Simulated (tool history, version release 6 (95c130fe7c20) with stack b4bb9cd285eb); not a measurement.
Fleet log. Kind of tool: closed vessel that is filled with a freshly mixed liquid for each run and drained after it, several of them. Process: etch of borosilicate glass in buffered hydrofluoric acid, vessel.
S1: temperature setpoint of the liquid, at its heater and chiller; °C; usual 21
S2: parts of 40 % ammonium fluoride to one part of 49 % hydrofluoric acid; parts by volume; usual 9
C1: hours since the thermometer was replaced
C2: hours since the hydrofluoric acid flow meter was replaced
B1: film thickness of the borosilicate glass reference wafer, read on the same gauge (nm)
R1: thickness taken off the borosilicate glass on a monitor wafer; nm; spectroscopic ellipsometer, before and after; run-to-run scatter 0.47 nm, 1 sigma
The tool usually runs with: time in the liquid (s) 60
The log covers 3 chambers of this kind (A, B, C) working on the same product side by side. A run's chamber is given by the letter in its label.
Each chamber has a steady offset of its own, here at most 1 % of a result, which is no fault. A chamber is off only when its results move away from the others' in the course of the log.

Run 1A, hour 6: usual settings; C1 1862.5; C2 570.4; B1 50.002. Result: R1 67.66 nm.
Run 2C, hour 15.7: usual settings; C1 87.2; C2 883.2; B1 49.991. Result: R1 67.95 nm.
Run 3B, hour 26.3: usual settings; C1 549.2; C2 760.3; B1 50.007. Result: R1 68.54 nm.
Run 4B, hour 39.6: usual settings; C1 562.5; C2 773.6; B1 50.004. Result: R1 67.634 nm.
Run 5A, hour 48.2: usual settings; C1 1904.7; C2 612.6; B1 49.989. Result: R1 67.323 nm.
Run 6C, hour 58.3: usual settings; C1 129.8; C2 925.8; B1 49.995. Result: R1 67.535 nm.
Run 7B, hour 71.2: usual settings; C1 594.1; C2 805.2; B1 49.994. Result: R1 67.828 nm.
Run 8A, hour 79: usual settings; C1 1935.5; C2 643.4; B1 49.988. Result: R1 66.795 nm.
Run 9C, hour 91.3: usual settings; C1 162.8; C2 958.8; B1 49.999. Result: R1 68.476 nm.
Run 10A, hour 100.2: usual settings; C1 1956.7; C2 664.6; B1 50.009. Result: R1 67.295 nm.
Run 11B, hour 114: usual settings; C1 636.9; C2 848; B1 50.018. Result: R1 67.241 nm.
Run 12C, hour 123.6: usual settings; C1 195.1; C2 991.1; B1 49.989. Result: R1 67.728 nm.
Run 13C, hour 133.1: usual settings; C1 204.6; C2 1000.6; B1 50.005. Result: R1 67.482 nm.
Run 14A, hour 145.7: usual settings; C1 2002.2; C2 710.1; B1 50.007. Result: R1 66.685 nm.
Run 15B, hour 153.9: usual settings; C1 676.8; C2 887.9; B1 49.997. Result: R1 67.348 nm.
Run 16C, hour 159.9: usual settings; C1 231.4; C2 1027.4; B1 49.995. Result: R1 68.465 nm.
Run 17A, hour 166.8: usual settings; C1 2023.3; C2 731.2; B1 49.98. Result: R1 67.403 nm.
Run 18B, hour 178.7: usual settings; C1 701.6; C2 912.7; B1 50.014. Result: R1 66.694 nm.
Run 19A, hour 190.9: usual settings; C1 2047.4; C2 755.3; B1 49.996. Result: R1 67.03 nm.
Run 20C, hour 197.8: usual settings; C1 269.3; C2 1065.3; B1 50. Result: R1 67.791 nm.
Run 21B, hour 204.8: usual settings; C1 727.7; C2 938.8; B1 50.009. Result: R1 66.933 nm.
Run 22A, hour 213.1: usual settings; C1 2069.6; C2 777.5; B1 49.993. Result: R1 66.825 nm.
Run 23B, hour 221.5: usual settings; C1 744.4; C2 955.5; B1 49.995. Result: R1 67.033 nm.
Run 24C, hour 231.4: usual settings; C1 302.9; C2 1098.9; B1 49.98. Result: R1 69.456 nm.
Run 25C, hour 240.6: usual settings; C1 312.1; C2 1108.1; B1 50.009. Result: R1 68.418 nm.
Run 26A, hour 248.9: usual settings but time in the liquid (s) 90; C1 2105.4; C2 813.3; B1 49.997. Result: R1 101.95 nm.
At hour 249.4: chamber A: hydrofluoric acid flow meter replaced.
Run 27B, hour 260.5: usual settings but time in the liquid (s) 90; C1 783.4; C2 994.5; B1 50.006. Result: R1 98.328 nm.
Run 28B, hour 266.6: usual settings but time in the liquid (s) 90; C1 789.5; C2 1000.6; B1 50.004. Result: R1 98.608 nm.
Run 29C, hour 277.6: usual settings but S1 22.5 °C; C1 349.1; C2 1145.1; B1 50.004. Result: R1 73.774 nm.
Run 30A, hour 290: usual settings but S1 22.5 °C; C1 2146.5; C2 40.7; B1 49.998. Result: R1 72.925 nm.
Run 31B, hour 303.5: usual settings but S1 22.5 °C; C1 826.4; C2 1037.5; B1 50.003. Result: R1 70.676 nm.
Run 32C, hour 311.8: usual settings; C1 383.3; C2 1179.3; B1 50.01. Result: R1 68.021 nm.
Run 33A, hour 324.2: usual settings but time in the liquid (s) 85; C1 2180.7; C2 74.9; B1 50.01. Result: R1 93.954 nm.
Run 34C, hour 333.4: usual settings but time in the liquid (s) 85; C1 404.9; C2 1200.9; B1 49.985. Result: R1 96.47 nm.
Run 35B, hour 345: usual settings but time in the liquid (s) 85; C1 867.9; C2 1079; B1 49.978. Result: R1 90.294 nm.
Run 36A, hour 351.4: usual settings; C1 2207.9; C2 102.1; B1 50.017. Result: R1 67.608 nm.
Run 37A, hour 362.8: usual settings; C1 2219.3; C2 113.5; B1 50.011. Result: R1 65.9 nm.
Run 38C, hour 375.5: usual settings; C1 447; C2 1243; B1 49.993. Result: R1 67.705 nm.
Run 39B, hour 388.7: usual settings; C1 911.6; C2 1122.7; B1 49.974. Result: R1 64.074 nm.
Run 40A, hour 399.2: usual settings; C1 2255.7; C2 149.9; B1 49.99. Result: R1 67.265 nm.

For the next run the whole fleet of 3 chambers uses the same settings. Give each chamber's results:
Run 41A, hour 409.1: usual settings. Result: R1 ?.
Run 41B, hour 409.1: usual settings. Result: R1 ?.
Run 41C, hour 409.1: usual settings. Result: R1 ?.

run      R1
41A  67.283
41B  63.368
41C  67.259
